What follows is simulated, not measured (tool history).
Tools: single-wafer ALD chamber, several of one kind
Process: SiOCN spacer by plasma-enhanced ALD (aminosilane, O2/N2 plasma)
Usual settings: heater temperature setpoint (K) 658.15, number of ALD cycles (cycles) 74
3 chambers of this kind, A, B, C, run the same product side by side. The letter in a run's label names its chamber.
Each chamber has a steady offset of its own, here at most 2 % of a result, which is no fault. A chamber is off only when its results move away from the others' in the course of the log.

| run | day | heater temperature setpoint (K) | number of ALD cycles (cycles) | read-back reference wafer on the same gauge, thickness_nm | mean film thickness on the monitor wafer (angstrom) |
|---|---|---|---|---|---|
| 1C | 0.646 | 658.15 | 74 | 5.2724 | 45.005 |
| 2B | 1.188 | 658.15 | 74 | 5.2737 | 45.421 |
| 3A | 1.662 | 658.15 | 74 | 5.2728 | 44.701 |
| 4A | 1.958 | 658.15 | 74 | 5.2718 | 44.821 |
| 5C | 2.608 | 658.15 | 74 | 5.2718 | 44.797 |
| 6B | 3.171 | 658.15 | 74 | 5.2742 | 45.409 |
| 7B | 3.679 | 658.15 | 74 | 5.2747 | 45.403 |
| 8C | 4.217 | 658.15 | 74 | 5.2758 | 44.959 |
| 9A | 4.604 | 658.15 | 74 | 5.2758 | 44.769 |
| 10C | 4.908 | 658.15 | 74 | 5.276 | 45.12 |
| 11A | 5.196 | 658.15 | 74 | 5.2779 | 44.808 |
| 12B | 5.812 | 658.15 | 74 | 5.2761 | 45.56 |
| 13B | 6.379 | 658.15 | 74 | 5.2775 | 45.398 |
| 14A | 6.8 | 658.15 | 74 | 5.2795 | 44.87 |
| 15C | 7.117 | 658.15 | 74 | 5.2802 | 45.075 |
| 16A | 7.7 | 658.15 | 74 | 5.2796 | 44.825 |
| 17C | 8.092 | 658.15 | 74 | 5.2835 | 45.005 |
| 18B | 8.738 | 658.15 | 74 | 5.2846 | 45.483 |
| 19C | 9.142 | 658.15 | 74 | 5.2818 | 44.895 |
| 20B | 9.704 | 658.15 | 74 | 5.2866 | 45.472 |
| 21A | 10.362 | 653.15 | 74 | 5.2857 | 44.876 |
| 22A | 10.954 | 653.15 | 74 | 5.2863 | 45.004 |
| 23C | 11.25 | 653.15 | 74 | 5.2884 | 45.091 |
| 24B | 11.538 | 658.15 | 74 | 5.2885 | 45.549 |
| 25C | 11.9 | 658.15 | 74 | 5.2892 | 45.121 |
| 26B | 12.471 | 658.15 | 74 | 5.2872 | 45.5 |
| 27A | 12.775 | 667.15 | 87 | 5.2895 | 52.829 |
| 28B | 13.425 | 667.15 | 87 | 5.2902 | 53.621 |
| 29A | 13.904 | 667.15 | 87 | 5.2902 | 52.818 |
| 30C | 14.471 | 658.15 | 74 | 5.2913 | 45.148 |
| 31A | 14.975 | 658.15 | 74 | 5.2935 | 44.909 |
| 32B | 15.546 | 658.15 | 74 | 5.2925 | 45.571 |
| 33C | 16.062 | 652.15 | 88 | 5.2953 | 53.652 |
| 34A | 16.467 | 652.15 | 88 | 5.2974 | 53.508 |
| 35B | 17.054 | 652.15 | 88 | 5.296 | 54.271 |
| 36C | 17.629 | 658.15 | 74 | 5.297 | 45.142 |
| 37B | 18.183 | 658.15 | 74 | 5.2998 | 45.659 |
| 38C | 18.567 | 658.15 | 69 | 5.2988 | 42.236 |
| 39A | 18.929 | 658.15 | 69 | 5.2978 | 41.889 |
| 40A | 19.271 | 658.15 | 69 | 5.2982 | 41.911 |
| 41B | 19.642 | 658.15 | 74 | 5.2999 | 45.601 |
| 42C | 20.221 | 658.15 | 74 | 5.2995 | 45.191 |
| 43C | 20.738 | 658.15 | 74 | 5.3015 | 45.184 |
| 44B | 21.312 | 658.15 | 74 | 5.3015 | 45.668 |

Next, every chamber runs the same settings. What will each give?
| 45A | 21.788 | 658.15 | 74 |  | ? |
| 45B | 21.788 | 658.15 | 74 |  | ? |
| 45C | 21.788 | 658.15 | 74 |  | ? |

| run | mean film thickness on the monitor wafer (angstrom) |
|---|---|
| 45A | 45.179 |
| 45B | 45.687 |
| 45C | 45.061 |

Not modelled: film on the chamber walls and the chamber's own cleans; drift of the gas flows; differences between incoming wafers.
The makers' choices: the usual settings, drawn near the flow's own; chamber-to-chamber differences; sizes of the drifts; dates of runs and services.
